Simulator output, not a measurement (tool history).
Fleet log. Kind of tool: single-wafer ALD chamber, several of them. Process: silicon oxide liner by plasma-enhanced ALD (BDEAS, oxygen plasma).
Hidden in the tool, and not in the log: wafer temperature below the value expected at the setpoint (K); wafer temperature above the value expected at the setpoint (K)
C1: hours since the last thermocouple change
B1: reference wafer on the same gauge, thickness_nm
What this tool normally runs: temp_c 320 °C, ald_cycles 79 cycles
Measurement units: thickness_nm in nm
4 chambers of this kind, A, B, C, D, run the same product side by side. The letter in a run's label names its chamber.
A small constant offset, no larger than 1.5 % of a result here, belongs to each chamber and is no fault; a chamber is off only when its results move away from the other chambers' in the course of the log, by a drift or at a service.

Run 1C, hour 9.4: usual settings; C1 2214.8; B1 7.4997. Result: thickness_nm 7.2571 nm.
Run 2B, hour 22: usual settings; C1 1589.7; B1 7.4979. Result: thickness_nm 7.1883 nm.
Run 3D, hour 34.6: usual settings; C1 267; B1 7.4968. Result: thickness_nm 7.1811 nm.
Run 4A, hour 42.1: usual settings; C1 1227.5; B1 7.5042. Result: thickness_nm 7.1601 nm.
Run 5D, hour 48.7: usual settings; C1 281.1; B1 7.497. Result: thickness_nm 7.2122 nm.
Run 6B, hour 58.8: usual settings; C1 1626.5; B1 7.504. Result: thickness_nm 7.1619 nm.
Run 7A, hour 65.1: usual settings; C1 1250.5; B1 7.5025. Result: thickness_nm 7.1764 nm.
Run 8C, hour 75.5: usual settings; C1 2280.9; B1 7.5049. Result: thickness_nm 7.2347 nm.
Run 9A, hour 81.4: usual settings; C1 1266.8; B1 7.4934. Result: thickness_nm 7.1869 nm.
Run 10B, hour 92.5: usual settings; C1 1660.2; B1 7.5014. Result: thickness_nm 7.1889 nm.
Run 11C, hour 105.2: usual settings but temp_c 327 °C, ald_cycles 65 cycles; C1 2310.6; B1 7.5028. Result: thickness_nm 5.872 nm.
Run 12D, hour 114.1: usual settings but temp_c 327 °C, ald_cycles 65 cycles; C1 346.5; B1 7.4964. Result: thickness_nm 5.8702 nm.
Run 13C, hour 124.4: usual settings but temp_c 327 °C, ald_cycles 65 cycles; C1 2329.8; B1 7.4966. Result: thickness_nm 5.9093 nm.
Run 14D, hour 132.8: usual settings but temp_c 327 °C, ald_cycles 65 cycles; C1 365.2; B1 7.5006. Result: thickness_nm 5.8505 nm.
Run 15B, hour 143.6: usual settings; C1 1711.3; B1 7.4911. Result: thickness_nm 7.187 nm.
Run 16A, hour 153.3: usual settings; C1 1338.7; B1 7.5048. Result: thickness_nm 7.172 nm.
At hour 157.6: chamber C: thermocouple changed; heater temperature recalibrated.
Run 17B, hour 162.1: usual settings; C1 1729.8; B1 7.5011. Result: thickness_nm 7.2051 nm.
Run 18D, hour 174.5: usual settings; C1 406.9; B1 7.5001. Result: thickness_nm 7.2212 nm.
Run 19A, hour 180.4: usual settings but ald_cycles 64 cycles; C1 1365.8; B1 7.5029. Result: thickness_nm 5.8056 nm.
Run 20C, hour 186.8: usual settings but ald_cycles 64 cycles; C1 29.2; B1 7.5058. Result: thickness_nm 5.8807 nm.
Run 21C, hour 195.1: usual settings but ald_cycles 64 cycles; C1 37.5; B1 7.4973. Result: thickness_nm 5.8785 nm.
Run 22D, hour 202: usual settings but ald_cycles 64 cycles; C1 434.4; B1 7.4949. Result: thickness_nm 5.8266 nm.
Run 23A, hour 208.9: usual settings; C1 1394.3; B1 7.5002. Result: thickness_nm 7.1653 nm.
Run 24B, hour 220.9: usual settings; C1 1788.6; B1 7.5046. Result: thickness_nm 7.1598 nm.
Run 25B, hour 230.7: usual settings; C1 1798.4; B1 7.5024. Result: thickness_nm 7.1855 nm.
Run 26C, hour 242.8: usual settings but temp_c 312 °C; C1 85.2; B1 7.4952. Result: thickness_nm 7.3285 nm.
Run 27D, hour 253.2: usual settings but temp_c 312 °C; C1 485.6; B1 7.4961. Result: thickness_nm 7.3083 nm.
Run 28A, hour 259.8: usual settings but temp_c 312 °C; C1 1445.2; B1 7.5046. Result: thickness_nm 7.2643 nm.
Run 29C, hour 270.4: usual settings but temp_c 312 °C; C1 112.8; B1 7.4936. Result: thickness_nm 7.3158 nm.
Run 30A, hour 280.9: usual settings; C1 1466.3; B1 7.4991. Result: thickness_nm 7.1375 nm.
Run 31B, hour 288.5: usual settings; C1 1856.2; B1 7.4986. Result: thickness_nm 7.1995 nm.

Next, every chamber runs the same settings. What will each give?
Run 32A, hour 297.6: usual settings but temp_c 325 °C. Result: thickness_nm ?.
Run 32B, hour 297.6: usual settings but temp_c 325 °C. Result: thickness_nm ?.
Run 32C, hour 297.6: usual settings but temp_c 325 °C. Result: thickness_nm ?.
Run 32D, hour 297.6: usual settings but temp_c 325 °C. Result: thickness_nm ?.

run  thickness_nm
32A        7.1057
32B        7.1795
32C        7.1877
32D        7.1449
